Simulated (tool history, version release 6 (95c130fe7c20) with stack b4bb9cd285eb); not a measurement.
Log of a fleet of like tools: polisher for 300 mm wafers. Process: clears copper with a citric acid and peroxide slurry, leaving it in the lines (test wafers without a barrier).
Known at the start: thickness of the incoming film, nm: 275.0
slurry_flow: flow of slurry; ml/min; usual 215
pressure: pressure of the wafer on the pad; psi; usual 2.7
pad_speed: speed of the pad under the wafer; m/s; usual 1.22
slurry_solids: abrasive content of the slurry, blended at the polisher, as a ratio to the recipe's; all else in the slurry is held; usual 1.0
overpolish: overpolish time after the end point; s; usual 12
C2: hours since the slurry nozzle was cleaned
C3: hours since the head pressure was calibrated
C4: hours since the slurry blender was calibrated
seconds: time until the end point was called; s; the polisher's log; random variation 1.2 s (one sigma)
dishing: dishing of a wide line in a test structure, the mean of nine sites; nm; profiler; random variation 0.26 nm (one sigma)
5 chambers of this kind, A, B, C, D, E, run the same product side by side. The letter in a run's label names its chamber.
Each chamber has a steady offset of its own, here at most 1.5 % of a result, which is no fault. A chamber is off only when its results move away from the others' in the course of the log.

At hour 1.5: chamber C: slurry nozzle cleaned.
Run 1B, hour 10.2: usual settings; wafers polished on this pad 1144; C2 528.7; C3 201.6; C4 139.9. Result: seconds 115.580 s, dishing 20.8090 nm.
Run 2E, hour 17.1: usual settings; wafers polished on this pad 866; C2 370.4; C3 236.0; C4 225.1. Result: seconds 113.640 s, dishing 20.8290 nm.
At hour 22.4: chamber D: worn pad replaced by a new one.
Run 3A, hour 25.3: usual settings; wafers polished on this pad 187; C2 609.1; C3 467.1; C4 133.7. Result: seconds 113.110 s, dishing 21.1540 nm.
At hour 31.3: chamber C: worn pad replaced by a new one.
At hour 36.2: chamber B: worn pad replaced by a new one.
Run 4D, hour 37.4: usual settings; wafers polished on this pad 96; C2 331.4; C3 888.2; C4 149.2. Result: seconds 115.310 s, dishing 20.7940 nm.
Run 5C, hour 46.9: usual settings; wafers polished on this pad 99; C2 45.5; C3 51.8; C4 247.9. Result: seconds 115.410 s, dishing 20.1210 nm.
At hour 51.1: chamber C: slurry blender recalibrated.
Run 6C, hour 56.2: usual settings; wafers polished on this pad 159; C2 54.8; C3 61.1; C4 5.1. Result: seconds 115.930 s, dishing 20.6260 nm.
At hour 57.6: chamber E: slurry nozzle cleaned.
Run 7A, hour 68.4: usual settings but slurry_solids 1.1, overpolish 9 s; wafers polished on this pad 463; C2 652.2; C3 510.2; C4 176.8. Result: seconds 111.460 s, dishing 16.5300 nm.
At hour 69.9: chamber A: worn pad replaced by a new one.
Run 8B, hour 80.5: usual settings but slurry_solids 1.1, overpolish 9 s; wafers polished on this pad 284; C2 599.0; C3 271.9; C4 210.2. Result: seconds 112.710 s, dishing 16.5350 nm.
At hour 85.5: chamber E: worn pad replaced by a new one.
Run 9D, hour 86.3: usual settings but slurry_solids 1.1, overpolish 9 s; wafers polished on this pad 409; C2 380.3; C3 937.1; C4 198.1. Result: seconds 111.100 s, dishing 16.2000 nm.
Run 10E, hour 97.2: usual settings but slurry_solids 1.1, overpolish 9 s; wafers polished on this pad 75; C2 39.6; C3 316.1; C4 305.2. Result: seconds 114.430 s, dishing 16.1350 nm.
Run 11E, hour 103.5: usual settings but slurry_solids 1.1, overpolish 9 s; wafers polished on this pad 115; C2 45.9; C3 322.4; C4 311.5. Result: seconds 112.670 s, dishing 16.3160 nm.
At hour 107.0: chamber A: slurry blender recalibrated.
Run 12C, hour 114.9: usual settings; wafers polished on this pad 535; C2 113.5; C3 119.8; C4 63.8. Result: seconds 115.880 s, dishing 20.5960 nm.
At hour 123.0: chamber A: slurry nozzle cleaned.
Run 13D, hour 126.4: usual settings but pad_speed 1.04 m/s; wafers polished on this pad 665; C2 420.4; C3 977.2; C4 238.2. Result: seconds 132.840 s, dishing 18.2170 nm.
At hour 132.7: chamber D: slurry blender recalibrated.
Run 14A, hour 136.1: usual settings but pad_speed 1.04 m/s; wafers polished on this pad 424; C2 13.1; C3 577.9; C4 29.2. Result: seconds 134.780 s, dishing 17.9990 nm.
Run 15B, hour 144.5: usual settings but pad_speed 1.04 m/s; wafers polished on this pad 693; C2 663.0; C3 335.9; C4 274.2. Result: seconds 135.120 s, dishing 18.1790 nm.
Run 16B, hour 156.3: usual settings but pad_speed 1.04 m/s; wafers polished on this pad 769; C2 674.8; C3 347.7; C4 286.0. Result: seconds 134.700 s, dishing 17.9490 nm.
At hour 163.3: chamber E: head pressure recalibrated.
Run 17C, hour 163.7: usual settings but pad_speed 1.04 m/s; wafers polished on this pad 847; C2 162.3; C3 168.6; C4 112.6. Result: seconds 134.170 s, dishing 17.6840 nm.
At hour 164.3: chamber A: worn pad replaced by a new one.
Run 18D, hour 172.5: usual settings; wafers polished on this pad 960; C2 466.5; C3 1023.3; C4 39.8. Result: seconds 114.890 s, dishing 20.1670 nm.
At hour 174.1: chamber B: slurry nozzle cleaned.
Run 19E, hour 180.9: usual settings; wafers polished on this pad 611; C2 123.3; C3 17.7; C4 388.9. Result: seconds 114.040 s, dishing 20.8400 nm.
At hour 185.7: chamber E: slurry blender recalibrated.
At hour 189.2: chamber D: head pressure recalibrated.
Run 20A, hour 190.9: usual settings but pressure 3.3 psi; wafers polished on this pad 170; C2 67.9; C3 632.7; C4 84.0. Result: seconds 93.117 s, dishing 24.8570 nm.
At hour 195.9: chamber C: worn pad replaced by a new one.
Run 21B, hour 202.2: usual settings but pressure 3.3 psi; wafers polished on this pad 1062; C2 28.2; C3 393.6; C4 331.9. Result: seconds 94.346 s, dishing 24.5650 nm.
At hour 210.4: chamber D: worn pad replaced by a new one.
Run 22E, hour 213.0: usual settings but pressure 3.3 psi; wafers polished on this pad 816; C2 155.4; C3 49.8; C4 27.3. Result: seconds 94.434 s, dishing 25.4600 nm.
Run 23C, hour 223.5: usual settings but pressure 3.3 psi; wafers polished on this pad 176; C2 222.1; C3 228.4; C4 172.4. Result: seconds 93.577 s, dishing 25.2530 nm.
At hour 225.4: chamber B: head pressure recalibrated.
At hour 229.2: chamber B: worn pad replaced by a new one.
Run 24A, hour 232.1: usual settings but pressure 3.3 psi; wafers polished on this pad 434; C2 109.1; C3 673.9; C4 125.2. Result: seconds 92.088 s, dishing 25.4900 nm.
Run 25D, hour 238.5: usual settings but pressure 1.8 psi, overpolish 8 s; wafers polished on this pad 180; C2 532.5; C3 49.3; C4 105.8. Result: seconds 155.470 s, dishing 10.4430 nm.
Run 26B, hour 248.6: usual settings but pressure 1.8 psi, overpolish 8 s; wafers polished on this pad 124; C2 74.6; C3 23.2; C4 378.3. Result: seconds 169.540 s, dishing 10.0320 nm.
Run 27A, hour 255.3: usual settings but pressure 1.8 psi, overpolish 8 s; wafers polished on this pad 582; C2 132.3; C3 697.1; C4 148.4. Result: seconds 172.530 s, dishing 10.0690 nm.
Run 28E, hour 261.4: usual settings but pressure 1.8 psi, overpolish 8 s; wafers polished on this pad 1126; C2 203.8; C3 98.2; C4 75.7. Result: seconds 172.590 s, dishing 9.9034 nm.
At hour 261.8: chamber A: worn pad replaced by a new one.
Run 29C, hour 270.1: usual settings but pressure 1.8 psi, overpolish 8 s; wafers polished on this pad 475; C2 268.7; C3 275.0; C4 219.0. Result: seconds 175.110 s, dishing 9.5731 nm.
Run 30D, hour 278.0: usual settings; wafers polished on this pad 433; C2 572.0; C3 88.8; C4 145.3. Result: seconds 105.200 s, dishing 22.7540 nm.
At hour 278.9: chamber E: worn pad replaced by a new one.
Run 31E, hour 283.7: usual settings but pad_speed 0.88 m/s, slurry_solids 1.1; wafers polished on this pad 30; C2 226.1; C3 120.5; C4 98.0. Result: seconds 157.330 s, dishing 16.0800 nm.
Run 32C, hour 295.2: usual settings but pad_speed 0.88 m/s, slurry_solids 1.1; wafers polished on this pad 635; C2 293.8; C3 300.1; C4 244.1. Result: seconds 155.480 s, dishing 15.6760 nm.
Run 33D, hour 300.9: usual settings but pad_speed 0.88 m/s, slurry_solids 1.1; wafers polished on this pad 579; C2 594.9; C3 111.7; C4 168.2. Result: seconds 142.860 s, dishing 17.0740 nm.
Run 34A, hour 307.8: usual settings but pad_speed 0.88 m/s, slurry_solids 1.1; wafers polished on this pad 294; C2 184.8; C3 749.6; C4 200.9. Result: seconds 156.140 s, dishing 16.3100 nm.

Is one chamber off against the others, does the gauge drift, or is nothing wrong? If a chamber is off, say which, and what the likeliest cause is.

A service left chamber D off against the others.
Cause: head's pressure above its setpoint, % = 8.34.

Here are 4 candidates for chamber D's next run, each the usual settings with a change, their results left as question marks. Which one brings its results back in line with what the others give on the usual settings?
In line means no further than this from the other chambers' mean on the usual settings: seconds 4.100 s; dishing 0.9000 nm
Run 35D-1, hour 316.6: usual settings but pressure 2.8 psi, pad_speed 1.28 m/s. Result: seconds ?, dishing ?.
Run 35D-2, hour 316.6: usual settings but pad_speed 1.20 m/s. Result: seconds ?, dishing ?.
Run 35D-3, hour 316.6: usual settings but pad_speed 1.24 m/s. Result: seconds ?, dishing ?.
Run 35D-4, hour 316.6: usual settings but pressure 2.6 psi, pad_speed 1.16 m/s. Result: seconds ?, dishing ?.

The other chambers' mean on the usual settings: seconds 115.210 s; dishing 20.7810 nm
  run  seconds  dishing
35D-1   97.541  24.1290
35D-2  107.560  22.0980
35D-3  104.200  22.7330
35D-4  115.280  20.7470
35D-4 brings the chamber back in line.
